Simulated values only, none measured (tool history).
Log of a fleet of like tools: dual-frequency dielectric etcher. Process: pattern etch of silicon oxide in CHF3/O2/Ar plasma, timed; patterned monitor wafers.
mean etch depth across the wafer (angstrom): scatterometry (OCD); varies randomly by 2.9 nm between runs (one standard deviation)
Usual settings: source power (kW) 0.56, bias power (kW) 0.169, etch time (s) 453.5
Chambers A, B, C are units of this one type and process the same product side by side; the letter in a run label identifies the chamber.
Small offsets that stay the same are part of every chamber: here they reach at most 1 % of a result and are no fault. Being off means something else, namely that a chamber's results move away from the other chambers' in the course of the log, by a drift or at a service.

run,day,source power (kW),bias power (kW),etch time (s),"read-back reference wafer on the same gauge, depth_nm",mean etch depth across the wafer (angstrom)
1A,0.138,0.56,0.169,453.5,975.99,8518.8
2B,0.3,0.56,0.169,453.5,975.26,8610.4
3C,0.471,0.56,0.169,453.5,974.17,8578.4
4C,0.558,0.56,0.169,453.5,975.97,8590.3
5A,0.662,0.56,0.169,453.5,974.56,8515.3
# day 0.733: chamber C: wet clean of the chamber
6B,0.792,0.56,0.19,327,974.46,6448.8
7A,0.967,0.56,0.19,327,974.81,6347.2
8B,1.104,0.56,0.19,327,974.94,6508.7
9C,1.25,0.48,0.169,453.5,975.17,8089
10B,1.338,0.48,0.169,453.5,975.09,8116.6
11C,1.467,0.48,0.169,453.5,974.94,8065.9
12A,1.558,0.56,0.169,453.5,974.91,8517.1
13C,1.742,0.56,0.169,453.5,974.74,8591.9
14A,1.9,0.56,0.169,453.5,974.86,8535.3
15B,2.083,0.56,0.169,453.5,974.91,8624.6
16A,2.242,0.56,0.169,453.5,975.66,8471.5
17C,2.408,0.56,0.169,453.5,975.06,8529.2
# day 2.554: chamber A: wet clean of the chamber
18B,2.571,0.56,0.169,453.5,974.73,8584.6
19A,2.7,0.56,0.169,453.5,974.79,8360.3
20C,2.871,0.48,0.169,330.5,975.37,5928.8
21B,2.992,0.48,0.169,330.5,975.27,5899.5
22C,3.179,0.48,0.169,330.5,975.46,5928.7
23B,3.371,0.56,0.203,395,974.68,7974.2
24A,3.562,0.56,0.203,395,974.69,7778.4
25B,3.725,0.56,0.203,395,975.47,8019.8
26A,3.85,0.56,0.169,453.5,975.73,8343.7
27C,4,0.56,0.169,453.5,974.87,8546.7
28C,4.142,0.56,0.169,453.5,975.46,8580.7
29A,4.288,0.56,0.169,453.5,975.03,8352.7
30B,4.383,0.56,0.169,453.5,974.97,8676.6
31C,4.496,0.56,0.169,453.5,974.76,8561.2
32B,4.662,0.56,0.169,453.5,975.35,8582.7

Does one chamber stand apart from the rest, does the shared gauge drift, or is all well apart from small per-chamber offsets? Give the chamber and the most likely cause, where there is one.

Chamber A has stood off from the others ever since a service on it.
Cause: etch rate under this chamber's usual, % = 2.03.

Chamber A could run next with any of the 4 candidate recipes listed below; each alters the usual settings, and their results appear as question marks. Which one brings its results back in line with what the other chambers deliver on the usual settings?
To be in line, a result may differ from the other chambers' mean on the usual settings by at most: mean etch depth across the wafer (angstrom) 100
33A-1,4.8,0.56,0.169,458,,?
33A-2,4.8,0.56,0.169,466.5,,?
33A-3,4.8,0.53,0.162,453.5,,?
33A-4,4.8,0.56,0.169,449,,?

Average result of the remaining chambers running the usual settings: mean etch depth across the wafer (angstrom) 8601.3
run,mean etch depth across the wafer (angstrom)
33A-1,8382.9
33A-2,8538.5
33A-3,8011.9
33A-4,8218.2
The right change is 33A-2: it brings the chamber back within the allowed miss of the others.

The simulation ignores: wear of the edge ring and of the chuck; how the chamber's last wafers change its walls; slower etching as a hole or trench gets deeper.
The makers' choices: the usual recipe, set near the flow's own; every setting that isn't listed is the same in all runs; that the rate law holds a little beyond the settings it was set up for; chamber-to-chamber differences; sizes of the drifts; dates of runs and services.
